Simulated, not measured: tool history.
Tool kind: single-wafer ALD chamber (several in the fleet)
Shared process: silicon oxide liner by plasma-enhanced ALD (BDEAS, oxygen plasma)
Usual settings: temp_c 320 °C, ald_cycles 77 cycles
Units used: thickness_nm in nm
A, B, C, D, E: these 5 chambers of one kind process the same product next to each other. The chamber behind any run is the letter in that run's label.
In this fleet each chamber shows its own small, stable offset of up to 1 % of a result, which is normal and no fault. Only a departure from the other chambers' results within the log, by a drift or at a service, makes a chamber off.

run    day  temp_c  ald_cycles  read-back reference wafer on the same gauge, thickness_nm  thickness_nm
 1D  0.154     320          77                                                     6.9452        6.9481
 2C  0.371     320          77                                                     6.9519        6.9174
 3A  0.579     320          77                                                     6.9456        7.0141
 4E  0.804     320          77                                                     6.9473        6.9349
 5B  1.000     320          77                                                     6.9496        6.9858
 6A  1.162     320          77                                                     6.9465        7.0055
 7C  1.267     320          77                                                     6.9524        6.9154
 8D  1.417     320          77                                                     6.9539        6.9723
 9E  1.650     320          77                                                     6.9551        6.9808
10B  1.892     320          77                                                     6.9526        7.0066
11D  2.112     320          77                                                     6.9522        6.9288
12E  2.312     320          77                                                     6.9510        6.9516
13C  2.525     320          77                                                     6.9564        6.9030
14B  2.762     320          77                                                     6.9529        6.9728
15A  2.917     320          77                                                     6.9540        7.0171
16E  3.079     320          77                                                     6.9512        6.9590
17C  3.317     320          77                                                     6.9474        6.8993
18B  3.429     320          77                                                     6.9455        6.9602
19A  3.671     320          77                                                     6.9507        7.0251
20D  3.892     320          77                                                     6.9474        6.9434
21D  4.067     329          77                                                     6.9431        6.9138
22C  4.271     329          77                                                     6.9574        6.8004
23A  4.508     329          77                                                     6.9530        6.9193
24E  4.696     329          77                                                     6.9572        6.8542
25B  4.850     329          77                                                     6.9488        6.8844
26E  5.021     320          77                                                     6.9547        7.0108
27B  5.238     313          63                                                     6.9486        5.7678
28D  5.412     313          63                                                     6.9551        5.7539
29A  5.571     313          63                                                     6.9546        5.8372
30C  5.696     313          63                                                     6.9524        5.6889
31C  5.854     313          63                                                     6.9528        5.7072
32B  6.075     320          77                                                     6.9505        6.9342
33D  6.229     320          77                                                     6.9444        6.9686
34A  6.358     320          77                                                     6.9504        7.0227
35E  6.571     320          77                                                     6.9547        6.9960
36B  6.742     320          77                                                     6.9483        6.9707
37E  6.875     320          77                                                     6.9531        6.9661
38A  7.083     305          91                                                     6.9504        8.4543
39D  7.238     305          91                                                     6.9469        8.3637
     7.396  -- chamber E: thermocouple changed; heater temperature recalibrated
40C  7.442     305          91                                                     6.9469        8.2701
41D  7.575     305          91                                                     6.9504        8.4304
42A  7.712     305          91                                                     6.9497        8.4527
43E  7.933     311          91                                                     6.9525        8.4288
44B  8.092     311          91                                                     6.9500        8.3112

Next, every chamber runs the same settings. What will each give?
45A  8.267     320          77                                                                        ?
45B  8.267     320          77                                                                        ?
45C  8.267     320          77                                                                        ?
45D  8.267     320          77                                                                        ?
45E  8.267     320          77                                                                        ?

run  thickness_nm
45A        7.0423
45B        7.0014
45C        6.9240
45D        6.9344
45E        7.0135
